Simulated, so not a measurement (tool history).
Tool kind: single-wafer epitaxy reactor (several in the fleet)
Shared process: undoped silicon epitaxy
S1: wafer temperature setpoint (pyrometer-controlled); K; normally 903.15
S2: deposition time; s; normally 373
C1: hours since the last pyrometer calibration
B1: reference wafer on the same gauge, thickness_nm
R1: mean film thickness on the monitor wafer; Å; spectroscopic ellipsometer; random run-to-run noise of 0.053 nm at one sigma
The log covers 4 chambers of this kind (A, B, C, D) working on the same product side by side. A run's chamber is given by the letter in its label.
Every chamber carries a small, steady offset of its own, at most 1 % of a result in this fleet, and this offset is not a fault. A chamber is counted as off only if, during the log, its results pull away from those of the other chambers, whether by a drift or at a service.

run,hour,S1,S2,C1,B1,R1
1D,8.1,903.15,373,650.5,38.401,399.00
2B,13.2,903.15,373,294.6,38.411,403.63
3C,18.2,903.15,373,595.4,38.413,399.20
4A,26.8,903.15,373,862.8,38.434,403.08
5B,31.4,903.15,373,312.8,38.442,403.26
6A,39.2,903.15,373,875.2,38.448,403.70
7D,44.6,903.15,373,687.0,38.448,398.86
8C,51.9,903.15,373,629.1,38.454,400.71
9B,60.0,903.15,373,341.4,38.462,405.14
10D,68.4,903.15,373,710.8,38.483,398.64
11A,76.6,903.15,373,912.6,38.506,404.04
12C,85.9,903.15,373,663.1,38.494,401.04
13A,91.9,903.15,373,927.9,38.496,404.12
14D,96.8,903.15,373,739.2,38.507,399.05
15C,104.1,903.15,373,681.3,38.532,400.45
16B,112.5,903.15,373,393.9,38.540,405.85
17A,118.6,891.15,423,954.6,38.534,346.80
18D,126.6,891.15,423,769.0,38.546,342.53
19B,133.6,891.15,423,415.0,38.540,347.18
20C,142.1,891.15,423,719.3,38.568,344.92
21B,148.2,903.15,373,429.6,38.569,405.16
22D,153.9,903.15,373,796.3,38.577,400.31
23C,161.7,903.15,373,738.9,38.592,401.80
24A,168.4,903.15,373,1004.4,38.587,405.45
25A,174.8,903.15,373,1010.8,38.606,405.27
26D,179.1,903.15,373,821.5,38.594,399.25

All chambers now run identical settings, listed one chamber a line with results as question marks. What results will each chamber show?
27A,185.8,903.15,373,,,?
27B,185.8,903.15,373,,,?
27C,185.8,903.15,373,,,?
27D,185.8,903.15,373,,,?

run,R1
27A,405.69
27B,406.26
27C,402.17
27D,400.31
